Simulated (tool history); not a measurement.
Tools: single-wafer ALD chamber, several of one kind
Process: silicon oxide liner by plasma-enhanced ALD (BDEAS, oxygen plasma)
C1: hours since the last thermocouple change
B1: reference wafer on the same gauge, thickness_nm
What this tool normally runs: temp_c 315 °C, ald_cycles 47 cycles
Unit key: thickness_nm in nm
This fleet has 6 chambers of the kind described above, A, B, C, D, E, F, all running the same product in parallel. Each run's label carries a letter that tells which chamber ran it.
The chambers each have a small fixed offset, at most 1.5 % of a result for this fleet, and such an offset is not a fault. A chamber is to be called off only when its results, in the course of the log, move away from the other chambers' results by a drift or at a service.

At day 0.238: chamber B: thermocouple changed; heater temperature recalibrated.
Run 1F, day 0.312: usual settings; C1 1574.0; B1 4.5164. Result: thickness_nm 4.2955 nm.
Run 2D, day 0.642: usual settings; C1 534.8; B1 4.5202. Result: thickness_nm 4.2855 nm.
Run 3C, day 1.146: usual settings; C1 1131.4; B1 4.5278. Result: thickness_nm 4.2912 nm.
Run 4E, day 1.467: usual settings; C1 877.0; B1 4.5157. Result: thickness_nm 4.2392 nm.
Run 5A, day 1.892: usual settings; C1 933.9; B1 4.5223. Result: thickness_nm 4.2867 nm.
Run 6B, day 2.200: usual settings; C1 47.2; B1 4.5178. Result: thickness_nm 4.2809 nm.
Run 7A, day 2.471: usual settings but temp_c 328 °C, ald_cycles 54 cycles; C1 947.8; B1 4.5242. Result: thickness_nm 4.7864 nm.
Run 8D, day 2.846: usual settings but temp_c 328 °C, ald_cycles 54 cycles; C1 587.7; B1 4.5201. Result: thickness_nm 4.8433 nm.
Run 9E, day 3.212: usual settings but temp_c 328 °C, ald_cycles 54 cycles; C1 918.9; B1 4.5229. Result: thickness_nm 4.7964 nm.
Run 10C, day 3.583: usual settings but temp_c 328 °C, ald_cycles 54 cycles; C1 1189.9; B1 4.5230. Result: thickness_nm 4.8853 nm.
Run 11B, day 3.846: usual settings but temp_c 328 °C, ald_cycles 54 cycles; C1 86.7; B1 4.5191. Result: thickness_nm 4.8682 nm.
Run 12F, day 4.233: usual settings but temp_c 328 °C, ald_cycles 54 cycles; C1 1668.1; B1 4.5256. Result: thickness_nm 4.7983 nm.
Run 13D, day 4.592: usual settings; C1 629.6; B1 4.5191. Result: thickness_nm 4.2795 nm.
Run 14C, day 5.050: usual settings; C1 1225.1; B1 4.5155. Result: thickness_nm 4.2818 nm.
Run 15E, day 5.579: usual settings but temp_c 323 °C, ald_cycles 56 cycles; C1 975.7; B1 4.5232. Result: thickness_nm 5.0158 nm.
Run 16A, day 6.083: usual settings but temp_c 323 °C, ald_cycles 56 cycles; C1 1034.5; B1 4.5237. Result: thickness_nm 5.0552 nm.
Run 17F, day 6.479: usual settings but temp_c 323 °C, ald_cycles 56 cycles; C1 1722.0; B1 4.5195. Result: thickness_nm 5.0620 nm.
Run 18B, day 6.900: usual settings but temp_c 323 °C, ald_cycles 56 cycles; C1 160.0; B1 4.5212. Result: thickness_nm 5.0488 nm.
Run 19E, day 7.279: usual settings but temp_c 323 °C, ald_cycles 56 cycles; C1 1016.5; B1 4.5155. Result: thickness_nm 5.0579 nm.
Run 20B, day 7.638: usual settings but temp_c 323 °C, ald_cycles 56 cycles; C1 177.7; B1 4.5172. Result: thickness_nm 5.0272 nm.
Run 21A, day 8.117: usual settings; C1 1083.3; B1 4.5128. Result: thickness_nm 4.2660 nm.
Run 22C, day 8.646: usual settings; C1 1311.4; B1 4.5177. Result: thickness_nm 4.2869 nm.
Run 23F, day 9.183: usual settings; C1 1786.9; B1 4.5165. Result: thickness_nm 4.2661 nm.
Run 24D, day 9.450: usual settings; C1 746.2; B1 4.5200. Result: thickness_nm 4.2915 nm.
Run 25F, day 9.792: usual settings; C1 1801.5; B1 4.5183. Result: thickness_nm 4.2987 nm.
Run 26E, day 10.271: usual settings but temp_c 321 °C; C1 1088.3; B1 4.5205. Result: thickness_nm 4.1465 nm.
Run 27A, day 10.642: usual settings but temp_c 321 °C; C1 1143.9; B1 4.5201. Result: thickness_nm 4.2863 nm.
Run 28D, day 10.900: usual settings but temp_c 321 °C; C1 781.0; B1 4.5190. Result: thickness_nm 4.2425 nm.
Run 29B, day 11.317: usual settings but temp_c 321 °C; C1 266.0; B1 4.5203. Result: thickness_nm 4.2776 nm.
Run 30C, day 11.817: usual settings but temp_c 321 °C; C1 1387.5; B1 4.5269. Result: thickness_nm 4.2585 nm.
Run 31B, day 12.296: usual settings but temp_c 321 °C; C1 289.5; B1 4.5164. Result: thickness_nm 4.2947 nm.
Run 32E, day 12.796: usual settings; C1 1148.9; B1 4.5253. Result: thickness_nm 4.2383 nm.
Run 33D, day 13.033: usual settings; C1 832.2; B1 4.5167. Result: thickness_nm 4.3011 nm.
Run 34A, day 13.492: usual settings; C1 1212.3; B1 4.5217. Result: thickness_nm 4.2614 nm.
Run 35F, day 13.825: usual settings but temp_c 307 °C; C1 1898.3; B1 4.5172. Result: thickness_nm 4.3285 nm.
Run 36C, day 14.162: usual settings but temp_c 307 °C; C1 1443.8; B1 4.5219. Result: thickness_nm 4.3425 nm.
Run 37A, day 14.550: usual settings but temp_c 307 °C; C1 1237.7; B1 4.5188. Result: thickness_nm 4.3597 nm.
Run 38D, day 15.079: usual settings but temp_c 307 °C; C1 881.3; B1 4.5254. Result: thickness_nm 4.3204 nm.
Run 39B, day 15.417: usual settings but temp_c 307 °C; C1 364.4; B1 4.5182. Result: thickness_nm 4.3409 nm.
Run 40E, day 15.775: usual settings but temp_c 307 °C; C1 1220.4; B1 4.5160. Result: thickness_nm 4.2727 nm.
Run 41C, day 16.246: usual settings; C1 1493.8; B1 4.5202. Result: thickness_nm 4.3022 nm.
Run 42F, day 16.538: usual settings; C1 1963.4; B1 4.5160. Result: thickness_nm 4.2727 nm.

Has any chamber moved away from the others, gradually or after a service, or does the common gauge drift, or do the chambers differ only by their own small steady offsets? State the chamber and the most likely cause if one applies.

Beyond each chamber's small constant offset nothing stands out, and the gauge stays steady.
